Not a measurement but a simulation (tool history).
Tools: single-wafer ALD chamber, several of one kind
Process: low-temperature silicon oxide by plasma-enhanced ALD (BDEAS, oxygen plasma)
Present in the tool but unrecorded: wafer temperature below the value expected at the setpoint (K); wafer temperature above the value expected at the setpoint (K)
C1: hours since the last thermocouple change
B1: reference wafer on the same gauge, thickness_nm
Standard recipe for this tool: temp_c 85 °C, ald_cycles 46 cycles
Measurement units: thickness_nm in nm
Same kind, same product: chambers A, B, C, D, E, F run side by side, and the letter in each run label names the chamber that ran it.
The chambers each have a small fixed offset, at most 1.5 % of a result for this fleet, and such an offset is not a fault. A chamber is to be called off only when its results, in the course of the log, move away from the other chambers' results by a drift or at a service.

run 1F day=0.396 | temp_c=85 ald_cycles=46 | C1=477 | B1=7.6398 | thickness_nm=6.953
run 2A day=0.783 | temp_c=85 ald_cycles=46 | C1=1456.8 | B1=7.6395 | thickness_nm=6.8725
run 3B day=1.167 | temp_c=85 ald_cycles=46 | C1=629.4 | B1=7.6457 | thickness_nm=6.9288
run 4E day=1.421 | temp_c=85 ald_cycles=46 | C1=2333.4 | B1=7.6363 | thickness_nm=6.9598
run 5D day=1.812 | temp_c=85 ald_cycles=46 | C1=533.2 | B1=7.6384 | thickness_nm=6.8933
run 6C day=2.05 | temp_c=85 ald_cycles=46 | C1=279.2 | B1=7.6377 | thickness_nm=7.0148
run 7F day=2.25 | temp_c=85 ald_cycles=46 | C1=521.5 | B1=7.6412 | thickness_nm=6.9732
run 8A day=2.604 | temp_c=85 ald_cycles=46 | C1=1500.5 | B1=7.6397 | thickness_nm=6.8606
run 9D day=3.017 | temp_c=85 ald_cycles=46 | C1=562.1 | B1=7.6373 | thickness_nm=6.889
run 10C day=3.321 | temp_c=85 ald_cycles=46 | C1=309.7 | B1=7.6431 | thickness_nm=7.0251
run 11B day=3.512 | temp_c=85 ald_cycles=46 | C1=685.7 | B1=7.6354 | thickness_nm=6.9615
run 12E day=3.812 | temp_c=85 ald_cycles=46 | C1=2390.8 | B1=7.6403 | thickness_nm=6.9841
run 13B day=4.2 | temp_c=99 ald_cycles=46 | C1=702.2 | B1=7.636 | thickness_nm=6.5901
run 14D day=4.517 | temp_c=99 ald_cycles=46 | C1=598.1 | B1=7.6433 | thickness_nm=6.5468
run 15A day=4.879 | temp_c=99 ald_cycles=46 | C1=1555.1 | B1=7.6342 | thickness_nm=6.5017
run 16F day=5.204 | temp_c=99 ald_cycles=46 | C1=592.4 | B1=7.6367 | thickness_nm=6.6387
run 17E day=5.467 | temp_c=99 ald_cycles=46 | C1=2430.5 | B1=7.6371 | thickness_nm=6.6096
run 18C day=5.675 | temp_c=99 ald_cycles=46 | C1=366.2 | B1=7.6413 | thickness_nm=6.6748
run 19C day=6.062 | temp_c=85 ald_cycles=46 | C1=375.5 | B1=7.639 | thickness_nm=6.9746
run 20D day=6.308 | temp_c=85 ald_cycles=46 | C1=641.1 | B1=7.6388 | thickness_nm=6.9013
run 21B day=6.604 | temp_c=85 ald_cycles=46 | C1=759.9 | B1=7.6369 | thickness_nm=6.9417
run 22A day=6.975 | temp_c=85 ald_cycles=46 | C1=1605.4 | B1=7.6372 | thickness_nm=6.8586
run 23E day=7.225 | temp_c=85 ald_cycles=46 | C1=2472.7 | B1=7.6383 | thickness_nm=6.9587
run 24F day=7.6 | temp_c=85 ald_cycles=46 | C1=649.9 | B1=7.6441 | thickness_nm=6.9994
run 25F day=7.817 | temp_c=85 ald_cycles=46 | C1=655.1 | B1=7.6394 | thickness_nm=6.9842
run 26C day=8.117 | temp_c=85 ald_cycles=46 | C1=424.8 | B1=7.6437 | thickness_nm=6.9988
run 27E day=8.438 | temp_c=85 ald_cycles=46 | C1=2501.8 | B1=7.6358 | thickness_nm=6.9387
run 28D day=8.679 | temp_c=85 ald_cycles=46 | C1=698 | B1=7.6427 | thickness_nm=6.896
run 29A day=8.871 | temp_c=96 ald_cycles=42 | C1=1650.9 | B1=7.6398 | thickness_nm=6.0279
run 30B day=9.229 | temp_c=96 ald_cycles=42 | C1=822.9 | B1=7.6405 | thickness_nm=6.131
run 31E day=9.558 | temp_c=96 ald_cycles=42 | C1=2528.7 | B1=7.6377 | thickness_nm=6.0758
run 32B day=9.779 | temp_c=96 ald_cycles=42 | C1=836.1 | B1=7.6423 | thickness_nm=6.1051
run 33A day=10.175 | temp_c=96 ald_cycles=42 | C1=1682.2 | B1=7.6425 | thickness_nm=6.0276
run 34D day=10.604 | temp_c=96 ald_cycles=42 | C1=744.2 | B1=7.6382 | thickness_nm=6.0807
run 35C day=10.875 | temp_c=85 ald_cycles=40 | C1=491 | B1=7.6429 | thickness_nm=6.0694
run 36F day=11.162 | temp_c=85 ald_cycles=40 | C1=735.4 | B1=7.639 | thickness_nm=6.0713
run 37F day=11.492 | temp_c=85 ald_cycles=40 | C1=743.3 | B1=7.6395 | thickness_nm=6.069
run 38A day=11.904 | temp_c=85 ald_cycles=40 | C1=1723.7 | B1=7.6425 | thickness_nm=5.9752
run 39D day=12.2 | temp_c=85 ald_cycles=40 | C1=782.5 | B1=7.6364 | thickness_nm=6.028

Next, all 6 chambers run the settings below, one line each with question marks for the results. What does each chamber give?
run 40A day=12.508 | temp_c=85 ald_cycles=46 | thickness_nm=?
run 40B day=12.508 | temp_c=85 ald_cycles=46 | thickness_nm=?
run 40C day=12.508 | temp_c=85 ald_cycles=46 | thickness_nm=?
run 40D day=12.508 | temp_c=85 ald_cycles=46 | thickness_nm=?
run 40E day=12.508 | temp_c=85 ald_cycles=46 | thickness_nm=?
run 40F day=12.508 | temp_c=85 ald_cycles=46 | thickness_nm=?

run=40A thickness_nm=6.8333
run=40B thickness_nm=6.9511
run=40C thickness_nm=6.986
run=40D thickness_nm=6.8936
run=40E thickness_nm=6.9749
run=40F thickness_nm=6.9703
